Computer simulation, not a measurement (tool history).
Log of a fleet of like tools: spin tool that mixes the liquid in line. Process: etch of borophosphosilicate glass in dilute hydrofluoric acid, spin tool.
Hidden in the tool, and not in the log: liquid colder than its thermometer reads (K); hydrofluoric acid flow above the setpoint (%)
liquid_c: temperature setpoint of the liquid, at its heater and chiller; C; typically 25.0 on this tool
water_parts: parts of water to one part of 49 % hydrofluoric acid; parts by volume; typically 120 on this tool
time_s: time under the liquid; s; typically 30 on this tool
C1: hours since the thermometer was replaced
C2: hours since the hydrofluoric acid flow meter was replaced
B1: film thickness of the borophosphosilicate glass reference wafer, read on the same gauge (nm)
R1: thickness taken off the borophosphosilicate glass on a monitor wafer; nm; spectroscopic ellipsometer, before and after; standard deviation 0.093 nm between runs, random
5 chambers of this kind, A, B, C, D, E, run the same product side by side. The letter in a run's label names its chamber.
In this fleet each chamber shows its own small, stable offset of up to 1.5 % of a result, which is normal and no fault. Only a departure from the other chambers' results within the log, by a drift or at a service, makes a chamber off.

Run 1E, day 0.129: usual settings; C1 61.6; C2 514.9; B1 109.99. Result: R1 13.751 nm.
Run 2D, day 0.275: usual settings; C1 850.0; C2 34.8; B1 110.01. Result: R1 13.686 nm.
Run 3A, day 0.488: usual settings; C1 1145.6; C2 807.6; B1 110.02. Result: R1 13.720 nm.
Run 4C, day 0.704: usual settings; C1 182.1; C2 902.3; B1 110.01. Result: R1 13.627 nm.
Run 5B, day 0.954: usual settings; C1 631.9; C2 267.0; B1 110.02. Result: R1 13.607 nm.
Run 6E, day 1.171: usual settings; C1 86.6; C2 539.9; B1 110.00. Result: R1 13.566 nm.
At day 1.212: chamber A: hydrofluoric acid flow meter replaced.
Run 7D, day 1.404: usual settings; C1 877.1; C2 61.9; B1 109.98. Result: R1 13.609 nm.
Run 8B, day 1.596: usual settings; C1 647.3; C2 282.4; B1 110.01. Result: R1 13.384 nm.
Run 9C, day 1.829: usual settings; C1 209.1; C2 929.3; B1 110.00. Result: R1 13.444 nm.
Run 10A, day 2.008: usual settings; C1 1182.1; C2 19.2; B1 110.02. Result: R1 13.614 nm.
At day 2.138: chamber E: hydrofluoric acid flow meter replaced.
Run 11A, day 2.242: usual settings; C1 1187.7; C2 24.8; B1 110.02. Result: R1 13.676 nm.
Run 12E, day 2.438: usual settings; C1 117.0; C2 7.2; B1 110.01. Result: R1 13.607 nm.
Run 13D, day 2.625: usual settings but liquid_c 28.5 C, water_parts 140 parts by volume; C1 906.4; C2 91.2; B1 109.99. Result: R1 12.833 nm.
Run 14B, day 2.783: usual settings but liquid_c 28.5 C, water_parts 140 parts by volume; C1 675.8; C2 310.9; B1 110.01. Result: R1 12.733 nm.
Run 15C, day 2.950: usual settings but liquid_c 28.5 C, water_parts 140 parts by volume; C1 236.0; C2 956.2; B1 109.97. Result: R1 12.863 nm.
Run 16A, day 3.112: usual settings but liquid_c 28.5 C, water_parts 140 parts by volume; C1 1208.6; C2 45.7; B1 109.99. Result: R1 13.172 nm.
Run 17B, day 3.362: usual settings but liquid_c 28.5 C, water_parts 140 parts by volume; C1 689.7; C2 324.8; B1 110.00. Result: R1 12.693 nm.
Run 18E, day 3.508: usual settings; C1 142.7; C2 32.9; B1 110.00. Result: R1 13.695 nm.
Run 19C, day 3.729: usual settings; C1 254.7; C2 974.9; B1 109.99. Result: R1 13.468 nm.
Run 20D, day 3.921: usual settings; C1 937.5; C2 122.3; B1 110.00. Result: R1 13.358 nm.
Run 21E, day 4.179: usual settings; C1 158.8; C2 49.0; B1 110.01. Result: R1 13.795 nm.
Run 22A, day 4.383: usual settings; C1 1239.1; C2 76.2; B1 109.99. Result: R1 13.599 nm.
Run 23D, day 4.500: usual settings; C1 951.4; C2 136.2; B1 109.98. Result: R1 13.198 nm.
Run 24B, day 4.746: usual settings; C1 722.9; C2 358.0; B1 110.01. Result: R1 13.452 nm.
Run 25C, day 4.962: usual settings; C1 284.3; C2 1004.5; B1 109.99. Result: R1 13.515 nm.
Run 26B, day 5.212: usual settings but liquid_c 28.5 C, water_parts 145 parts by volume; C1 734.1; C2 369.2; B1 110.00. Result: R1 12.261 nm.
Run 27D, day 5.408: usual settings but liquid_c 28.5 C, water_parts 145 parts by volume; C1 973.2; C2 158.0; B1 110.02. Result: R1 11.955 nm.
Run 28E, day 5.608: usual settings but liquid_c 28.5 C, water_parts 145 parts by volume; C1 193.1; C2 83.3; B1 109.98. Result: R1 12.625 nm.
Run 29C, day 5.838: usual settings but liquid_c 28.5 C, water_parts 145 parts by volume; C1 305.3; C2 1025.5; B1 110.02. Result: R1 12.519 nm.
Run 30A, day 6.029: usual settings but liquid_c 28.5 C, water_parts 145 parts by volume; C1 1278.6; C2 115.7; B1 110.01. Result: R1 12.555 nm.
Run 31A, day 6.167: usual settings; C1 1281.9; C2 119.0; B1 110.00. Result: R1 13.588 nm.
Run 32E, day 6.312: usual settings; C1 210.0; C2 100.2; B1 110.01. Result: R1 13.750 nm.

Each of the 5 chambers runs these same settings next. Fill in every chamber's results:
Run 33A, day 6.500: usual settings but liquid_c 29.0 C. Result: R1 ?.
Run 33B, day 6.500: usual settings but liquid_c 29.0 C. Result: R1 ?.
Run 33C, day 6.500: usual settings but liquid_c 29.0 C. Result: R1 ?.
Run 33D, day 6.500: usual settings but liquid_c 29.0 C. Result: R1 ?.
Run 33E, day 6.500: usual settings but liquid_c 29.0 C. Result: R1 ?.

run      R1
33A  15.830
33B  15.501
33C  15.749
33D  14.868
33E  16.021
